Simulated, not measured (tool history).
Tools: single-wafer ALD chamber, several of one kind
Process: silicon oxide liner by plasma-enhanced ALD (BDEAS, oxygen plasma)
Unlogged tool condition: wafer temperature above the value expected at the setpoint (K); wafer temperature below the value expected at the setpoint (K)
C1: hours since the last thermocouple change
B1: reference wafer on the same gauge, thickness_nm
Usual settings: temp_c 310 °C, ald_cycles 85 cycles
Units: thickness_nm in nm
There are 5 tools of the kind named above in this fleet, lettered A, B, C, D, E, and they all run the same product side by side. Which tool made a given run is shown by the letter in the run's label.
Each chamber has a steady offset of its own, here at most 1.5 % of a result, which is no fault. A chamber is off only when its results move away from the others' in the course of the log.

{"run": "1C", "hour": 13.7, "temp_c": 310, "ald_cycles": 85, "C1": 89.5, "B1": 6.4891, "thickness_nm": 7.8733}
{"run": "2E", "hour": 28.1, "temp_c": 310, "ald_cycles": 85, "C1": 692.2, "B1": 6.4863, "thickness_nm": 7.9063}
{"run": "3B", "hour": 41.5, "temp_c": 310, "ald_cycles": 85, "C1": 745.3, "B1": 6.4864, "thickness_nm": 7.8181}
{"run": "4A", "hour": 49.3, "temp_c": 310, "ald_cycles": 85, "C1": 2017.6, "B1": 6.4874, "thickness_nm": 7.7382}
{"run": "5D", "hour": 57.6, "temp_c": 310, "ald_cycles": 85, "C1": 315.4, "B1": 6.4872, "thickness_nm": 7.7628}
{"run": "6B", "hour": 70.9, "temp_c": 310, "ald_cycles": 85, "C1": 774.7, "B1": 6.4838, "thickness_nm": 7.8381}
{"run": "7A", "hour": 82.3, "temp_c": 310, "ald_cycles": 95, "C1": 2050.6, "B1": 6.4823, "thickness_nm": 8.6412}
{"run": "8D", "hour": 95.3, "temp_c": 310, "ald_cycles": 95, "C1": 353.1, "B1": 6.4826, "thickness_nm": 8.6935}
{"run": "9E", "hour": 102.2, "temp_c": 310, "ald_cycles": 95, "C1": 766.3, "B1": 6.4802, "thickness_nm": 8.8167}
{"run": "10C", "hour": 115.4, "temp_c": 310, "ald_cycles": 95, "C1": 191.2, "B1": 6.4816, "thickness_nm": 8.7855}
{"run": "11D", "hour": 129.9, "temp_c": 310, "ald_cycles": 95, "C1": 387.7, "B1": 6.4783, "thickness_nm": 8.6654}
{"run": "12B", "hour": 140.1, "temp_c": 310, "ald_cycles": 85, "C1": 843.9, "B1": 6.4773, "thickness_nm": 7.8168}
{"run": "13E", "hour": 149.6, "temp_c": 310, "ald_cycles": 85, "C1": 813.7, "B1": 6.4776, "thickness_nm": 7.8892}
{"run": "14C", "hour": 163.7, "temp_c": 302, "ald_cycles": 94, "C1": 239.5, "B1": 6.4748, "thickness_nm": 8.7866}
{"run": "15A", "hour": 175.7, "temp_c": 302, "ald_cycles": 94, "C1": 2144.0, "B1": 6.4742, "thickness_nm": 8.6199}
{"run": "16B", "hour": 186.1, "temp_c": 302, "ald_cycles": 94, "C1": 889.9, "B1": 6.4728, "thickness_nm": 8.7513}
{"run": "17C", "hour": 196.4, "temp_c": 302, "ald_cycles": 94, "C1": 272.2, "B1": 6.4715, "thickness_nm": 8.8025}
{"run": "18A", "hour": 208.4, "temp_c": 302, "ald_cycles": 94, "C1": 2176.7, "B1": 6.4742, "thickness_nm": 8.6349}
{"run": "19D", "hour": 216.7, "temp_c": 317, "ald_cycles": 79, "C1": 474.5, "B1": 6.4691, "thickness_nm": 7.1331}
{"run": "20E", "hour": 226.4, "temp_c": 317, "ald_cycles": 79, "C1": 890.5, "B1": 6.4677, "thickness_nm": 7.2469}
{"run": "21A", "hour": 238.7, "temp_c": 317, "ald_cycles": 79, "C1": 2207.0, "B1": 6.4698, "thickness_nm": 7.1024}
{"run": "22C", "hour": 250.5, "temp_c": 317, "ald_cycles": 79, "C1": 326.3, "B1": 6.4654, "thickness_nm": 7.2136}
{"run": "23D", "hour": 260.4, "temp_c": 317, "ald_cycles": 79, "C1": 518.2, "B1": 6.4658, "thickness_nm": 7.1237}
{"run": "24B", "hour": 272.2, "temp_c": 310, "ald_cycles": 85, "C1": 976.0, "B1": 6.4662, "thickness_nm": 7.812}
{"run": "25E", "hour": 283.6, "temp_c": 297, "ald_cycles": 85, "C1": 947.7, "B1": 6.465, "thickness_nm": 8.0889}
{"run": "26D", "hour": 292.6, "temp_c": 297, "ald_cycles": 85, "C1": 550.4, "B1": 6.4629, "thickness_nm": 7.9561}
{"run": "27C", "hour": 307.7, "temp_c": 297, "ald_cycles": 85, "C1": 383.5, "B1": 6.4594, "thickness_nm": 8.0214}
{"run": "28B", "hour": 322.6, "temp_c": 297, "ald_cycles": 85, "C1": 1026.4, "B1": 6.46, "thickness_nm": 8.0062}
{"run": "29A", "hour": 331.0, "temp_c": 297, "ald_cycles": 85, "C1": 2299.3, "B1": 6.4615, "thickness_nm": 7.874}
{"run": "30E", "hour": 343.5, "temp_c": 310, "ald_cycles": 85, "C1": 1007.6, "B1": 6.4604, "thickness_nm": 7.8311}
{"run": "31C", "hour": 351.7, "temp_c": 310, "ald_cycles": 85, "C1": 427.5, "B1": 6.4589, "thickness_nm": 7.8217}
{"run": "32E", "hour": 363.5, "temp_c": 310, "ald_cycles": 85, "C1": 1027.6, "B1": 6.4568, "thickness_nm": 7.8716}
{"run": "33B", "hour": 375.6, "temp_c": 319, "ald_cycles": 85, "C1": 1079.4, "B1": 6.455, "thickness_nm": 7.6846}
{"run": "34D", "hour": 385.7, "temp_c": 319, "ald_cycles": 85, "C1": 643.5, "B1": 6.4516, "thickness_nm": 7.6161}
{"run": "35A", "hour": 399.3, "temp_c": 319, "ald_cycles": 85, "C1": 2367.6, "B1": 6.4538, "thickness_nm": 7.6113}
{"run": "36D", "hour": 407.2, "temp_c": 319, "ald_cycles": 85, "C1": 665.0, "B1": 6.4531, "thickness_nm": 7.6313}
{"run": "37E", "hour": 419.0, "temp_c": 319, "ald_cycles": 85, "C1": 1083.1, "B1": 6.4507, "thickness_nm": 7.7729}
{"run": "38B", "hour": 427.2, "temp_c": 310, "ald_cycles": 85, "C1": 1131.0, "B1": 6.45, "thickness_nm": 7.7862}
{"run": "39C", "hour": 441.0, "temp_c": 310, "ald_cycles": 85, "C1": 516.8, "B1": 6.4514, "thickness_nm": 7.8168}
{"run": "40A", "hour": 455.1, "temp_c": 310, "ald_cycles": 85, "C1": 2423.4, "B1": 6.4466, "thickness_nm": 7.6956}
{"run": "41A", "hour": 463.7, "temp_c": 310, "ald_cycles": 78, "C1": 2432.0, "B1": 6.4456, "thickness_nm": 7.0399}
{"run": "42C", "hour": 471.6, "temp_c": 310, "ald_cycles": 78, "C1": 547.4, "B1": 6.446, "thickness_nm": 7.1912}

Does one chamber stand apart from the rest, does the shared gauge drift, or is all well apart from small per-chamber offsets? Give the chamber and the most likely cause, where there is one.

Every chamber seems to shift together because the gauge that measures them all drifts; the chambers themselves are fine.
What lies behind it: gauge reads low (%) = 0.691.
